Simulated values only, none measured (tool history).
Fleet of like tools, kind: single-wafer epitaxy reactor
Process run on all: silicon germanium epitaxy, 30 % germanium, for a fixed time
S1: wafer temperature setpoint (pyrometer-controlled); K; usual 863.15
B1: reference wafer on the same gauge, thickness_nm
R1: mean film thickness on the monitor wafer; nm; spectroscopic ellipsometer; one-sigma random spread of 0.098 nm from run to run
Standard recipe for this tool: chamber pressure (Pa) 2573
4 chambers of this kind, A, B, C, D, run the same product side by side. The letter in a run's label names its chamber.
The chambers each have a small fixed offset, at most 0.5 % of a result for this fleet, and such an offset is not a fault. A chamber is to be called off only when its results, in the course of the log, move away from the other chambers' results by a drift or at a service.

run 1B day=0.225 | S1=863.15 chamber_pressure_(Pa)=2573 | B1=39.189 | R1=48.233
run 2A day=0.438 | S1=863.15 chamber_pressure_(Pa)=2573 | B1=39.217 | R1=48.244
run 3D day=0.642 | S1=863.15 chamber_pressure_(Pa)=2573 | B1=39.196 | R1=48.418
run 4C day=0.908 | S1=863.15 chamber_pressure_(Pa)=2573 | B1=39.211 | R1=48.451
run 5C day=1.117 | S1=863.15 chamber_pressure_(Pa)=2573 | B1=39.196 | R1=48.350
run 6D day=1.254 | S1=877.15 chamber_pressure_(Pa)=2573 | B1=39.200 | R1=62.433
run 7B day=1.467 | S1=877.15 chamber_pressure_(Pa)=2573 | B1=39.213 | R1=61.809
run 8A day=1.754 | S1=877.15 chamber_pressure_(Pa)=2573 | B1=39.193 | R1=62.427
run 9A day=2.038 | S1=877.15 chamber_pressure_(Pa)=2573 | B1=39.194 | R1=62.324
run 10D day=2.229 | S1=863.15 chamber_pressure_(Pa)=2573 | B1=39.196 | R1=48.364
run 11B day=2.388 | S1=863.15 chamber_pressure_(Pa)=2573 | B1=39.189 | R1=48.248
run 12C day=2.642 | S1=863.15 chamber_pressure_(Pa)=2573 | B1=39.197 | R1=48.520
run 13C day=2.942 | S1=863.15 chamber_pressure_(Pa)=2573 | B1=39.199 | R1=48.368
run 14B day=3.179 | S1=863.15 chamber_pressure_(Pa)=2573 | B1=39.198 | R1=48.207
run 15A day=3.342 | S1=863.15 chamber_pressure_(Pa)=2573 | B1=39.199 | R1=48.279
run 16D day=3.512 | S1=851.15 chamber_pressure_(Pa)=2120 | B1=39.191 | R1=35.747
run 17D day=3.817 | S1=851.15 chamber_pressure_(Pa)=2120 | B1=39.196 | R1=35.786
run 18B day=3.958 | S1=851.15 chamber_pressure_(Pa)=2120 | B1=39.183 | R1=35.691
run 19A day=4.258 | S1=851.15 chamber_pressure_(Pa)=2120 | B1=39.184 | R1=35.730
run 20C day=4.400 | S1=863.15 chamber_pressure_(Pa)=2573 | B1=39.187 | R1=48.320
run 21D day=4.654 | S1=863.15 chamber_pressure_(Pa)=2573 | B1=39.216 | R1=48.554
run 22B day=4.800 | S1=854.15 chamber_pressure_(Pa)=2573 | B1=39.191 | R1=40.663
run 23C day=4.996 | S1=854.15 chamber_pressure_(Pa)=2573 | B1=39.194 | R1=40.872
run 24A day=5.233 | S1=854.15 chamber_pressure_(Pa)=2573 | B1=39.189 | R1=41.011
run 25A day=5.442 | S1=854.15 chamber_pressure_(Pa)=2573 | B1=39.192 | R1=40.937
run 26D day=5.754 | S1=863.15 chamber_pressure_(Pa)=2573 | B1=39.196 | R1=48.305
run 27C day=5.942 | S1=863.15 chamber_pressure_(Pa)=2573 | B1=39.172 | R1=48.380
run 28B day=6.254 | S1=863.15 chamber_pressure_(Pa)=2573 | B1=39.181 | R1=48.149
run 29A day=6.408 | S1=863.15 chamber_pressure_(Pa)=2573 | B1=39.215 | R1=48.202
-- day=6.442 chamber D: pyrometer calibrated
run 30D day=6.546 | S1=850.15 chamber_pressure_(Pa)=2573 | B1=39.229 | R1=37.890
run 31C day=6.800 | S1=850.15 chamber_pressure_(Pa)=2573 | B1=39.180 | R1=37.884
run 32B day=6.938 | S1=850.15 chamber_pressure_(Pa)=2573 | B1=39.191 | R1=37.759
run 33C day=7.242 | S1=850.15 chamber_pressure_(Pa)=2573 | B1=39.221 | R1=37.950
run 34B day=7.379 | S1=863.15 chamber_pressure_(Pa)=2573 | B1=39.228 | R1=48.253
run 35A day=7.671 | S1=863.15 chamber_pressure_(Pa)=2573 | B1=39.177 | R1=48.326
run 36D day=7.896 | S1=863.15 chamber_pressure_(Pa)=2573 | B1=39.199 | R1=48.488
run 37C day=8.179 | S1=863.15 chamber_pressure_(Pa)=2573 | B1=39.189 | R1=48.479
run 38D day=8.346 | S1=863.15 chamber_pressure_(Pa)=2573 | B1=39.207 | R1=48.400
run 39B day=8.504 | S1=863.15 chamber_pressure_(Pa)=2573 | B1=39.199 | R1=48.243
run 40A day=8.700 | S1=863.15 chamber_pressure_(Pa)=2573 | B1=39.203 | R1=48.357
run 41C day=8.988 | S1=863.15 chamber_pressure_(Pa)=2573 | B1=39.230 | R1=48.450
run 42D day=9.188 | S1=863.15 chamber_pressure_(Pa)=2573 | B1=39.229 | R1=48.377
-- day=9.338 chamber A: pyrometer calibrated
run 43A day=9.392 | S1=863.15 chamber_pressure_(Pa)=2573 | B1=39.190 | R1=48.416
run 44B day=9.533 | S1=863.15 chamber_pressure_(Pa)=2573 | B1=39.203 | R1=47.976

Next, all 4 chambers run the settings below, one line each with question marks for the results. What does each chamber give?
run 45A day=9.762 | S1=876.15 chamber_pressure_(Pa)=2573 | R1=?
run 45B day=9.762 | S1=876.15 chamber_pressure_(Pa)=2573 | R1=?
run 45C day=9.762 | S1=876.15 chamber_pressure_(Pa)=2573 | R1=?
run 45D day=9.762 | S1=876.15 chamber_pressure_(Pa)=2573 | R1=?

run=45A R1=61.336
run=45B R1=60.972
run=45C R1=61.258
run=45D R1=61.046
